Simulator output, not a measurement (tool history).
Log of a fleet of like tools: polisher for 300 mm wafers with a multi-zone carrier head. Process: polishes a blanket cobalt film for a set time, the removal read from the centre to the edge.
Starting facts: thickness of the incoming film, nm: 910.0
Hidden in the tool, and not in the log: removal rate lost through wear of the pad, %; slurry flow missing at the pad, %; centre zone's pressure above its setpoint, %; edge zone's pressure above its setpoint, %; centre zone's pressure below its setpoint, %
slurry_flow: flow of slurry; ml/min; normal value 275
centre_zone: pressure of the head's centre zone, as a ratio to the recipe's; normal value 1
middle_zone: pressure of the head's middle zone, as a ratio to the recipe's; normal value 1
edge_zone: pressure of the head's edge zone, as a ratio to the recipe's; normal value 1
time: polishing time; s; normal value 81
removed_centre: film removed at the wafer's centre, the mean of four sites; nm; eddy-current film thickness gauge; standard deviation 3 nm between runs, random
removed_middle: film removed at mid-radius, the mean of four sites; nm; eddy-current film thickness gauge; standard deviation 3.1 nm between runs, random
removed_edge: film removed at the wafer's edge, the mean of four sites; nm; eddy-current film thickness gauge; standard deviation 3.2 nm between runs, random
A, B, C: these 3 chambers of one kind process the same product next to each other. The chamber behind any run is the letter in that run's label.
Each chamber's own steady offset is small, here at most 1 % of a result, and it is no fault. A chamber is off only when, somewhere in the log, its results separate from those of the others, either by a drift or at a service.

run     day  slurry_flow  centre_zone  middle_zone  edge_zone  time  wafers polished on this pad  hours since the slurry nozzle was cleaned  hours since the centre zone pressure was calibrated  hours since the edge zone pressure was calibrated  removed_centre  removed_middle  removed_edge
      0.012  -- chamber B: slurry nozzle cleaned
 1A   0.433          275            1            1          1    81                          297                                      478.3                                                412.7                                              459.5          324.59          323.65        321.68
      0.792  -- chamber B: worn pad replaced by a new one
 2C   0.821          275            1            1          1    81                         1099                                      114.4                                                295.4                                              689.4          337.51          330.51        334.62
 3B   1.038          275            1            1          1    81                           50                                       24.6                                                965.2                                              760.9          332.33           329.5        327.72
 4A   1.421          275            1            1          1    81                          500                                        502                                                436.4                                              483.2          322.54          328.82        329.67
      1.488  -- chamber C: worn pad replaced by a new one
 5C   1.804          275            1            1          1    81                           65                                        138                                                  319                                                713          327.05          326.33        329.23
      2.179  -- chamber C: edge zone pressure recalibrated
 6B   2.233          275            1            1       1.05    81                          297                                       53.3                                                993.9                                              789.6          333.13          336.64        338.04
 7A   2.692          275            1            1       1.05    81                          762                                      532.5                                                466.9                                              513.7          324.64          329.73        335.38
 8B   3.046          275            1            1       1.05    81                          464                                       72.8                                               1013.4                                              809.1          336.86          332.97        341.36
 9C     3.3          275            1            1          1    81                          373                                      173.9                                                354.9                                                 27          326.74          326.26        332.47
      3.329  -- chamber A: worn pad replaced by a new one
10C   3.604          275            1            1          1    81                          436                                      181.2                                                362.2                                               34.3          331.99          327.93        325.47
      3.917  -- chamber B: centre zone pressure recalibrated
11B    4.05          275            1            1          1    81                          671                                       96.9                                                  3.3                                              833.2          293.85          328.91        327.95
12A   4.433          275         1.11            1          1    81                          227                                      574.3                                                508.7                                              555.5          362.67           328.1        333.43
13C     4.8          275         1.11            1          1    81                          682                                      209.9                                                390.9                                                 63           370.9          326.97        336.82
14B   5.212          275         1.11            1          1    81                          910                                      124.8                                                 31.2                                              861.1          330.06          332.38        334.87
15A   5.583          205            1            1       1.05    81                          464                                      601.9                                                536.3                                              583.1          308.79          318.45        329.77
16A   5.838          205            1            1       1.05    81                          516                                        608                                                542.4                                              589.2          310.24          313.02        326.42
17C   6.088          205            1            1       1.05    81                          947                                      240.8                                                421.8                                               93.9          317.36          316.26        331.66
        6.3  -- chamber A: edge zone pressure recalibrated
      6.421  -- chamber B: worn pad replaced by a new one
18B   6.525          275            1            1          1    81                           21                                      156.3                                                 62.7                                              892.6          296.61          332.58        337.14
      6.721  -- chamber C: worn pad replaced by a new one
19A   6.983          275            1            1          1    81                          752                                      635.5                                                569.9                                               16.4          324.37          324.44        324.29
20B   7.212          275            1         0.92       1.08    81                          163                                      172.8                                                 79.2                                              909.1          297.95          308.18        349.13
21C   7.688          275            1         0.92       1.08    81                          199                                      279.2                                                460.2                                              132.3          329.38          305.54         349.3
      7.817  -- chamber A: worn pad replaced by a new one
22B   7.938          275            1         0.92       1.08    81                          312                                      190.2                                                 96.6                                              926.5          296.74          305.52        347.88
23C   8.367          275            1            1          1    81                          338                                      295.5                                                476.5                                              148.6          331.52          330.62        331.13
24A   8.704          275            1            1          1    81                          183                                      676.8                                                611.2                                               57.7          322.59          327.19        328.18
25C   9.004          275            1            1          1    81                          470                                      310.8                                                491.8                                              163.9           326.1          333.04        331.67
26A   9.371          275            1            1          1   101                          320                                      692.8                                                627.2                                               73.7           404.3          411.48        405.82
27B   9.733          275            1            1          1   101                          682                                      233.3                                                139.7                                              969.6          368.19          415.92         412.6
28B    9.95          275            1            1          1   101                          726                                      238.5                                                144.9                                              974.8          373.64          412.11        410.65
29C  10.425          275            1            1          1    81                          762                                      344.9                                                525.9                                                198          329.12          330.62        332.17
30A  10.779          275            1            1          1    81                          610                                      726.6                                                  661                                              107.5          330.98          325.33        324.67
31C  11.083          275            1            1          1    81                          898                                      360.7                                                541.7                                              213.8          331.09          322.39        330.22
     11.517  -- chamber B: worn pad replaced by a new one
32B  11.542          275            1            1          1    81                            5                                      276.7                                                183.1                                               1013          295.04          334.72        330.25
     11.812  -- chamber A: worn pad replaced by a new one
33A  11.967          275            1            1          1    81                           32                                      755.1                                                689.5                                                136          324.57          323.06        329.98
34A  12.325          275            1            1          1    81                          106                                      763.7                                                698.1                                              144.6          325.92          326.66        328.14

Predict what each chamber gives when all 3 of them run the settings below next.
35A  12.671          275            1            1        1.1    81                                                                                                                                                                                               ?               ?             ?
35B  12.671          275            1            1        1.1    81                                                                                                                                                                                               ?               ?             ?
35C  12.671          275            1            1        1.1    81                                                                                                                                                                                               ?               ?             ?

run  removed_centre  removed_middle  removed_edge
35A          322.44          321.82        343.85
35B          298.93          339.69        351.94
35C           327.3          328.28        348.24
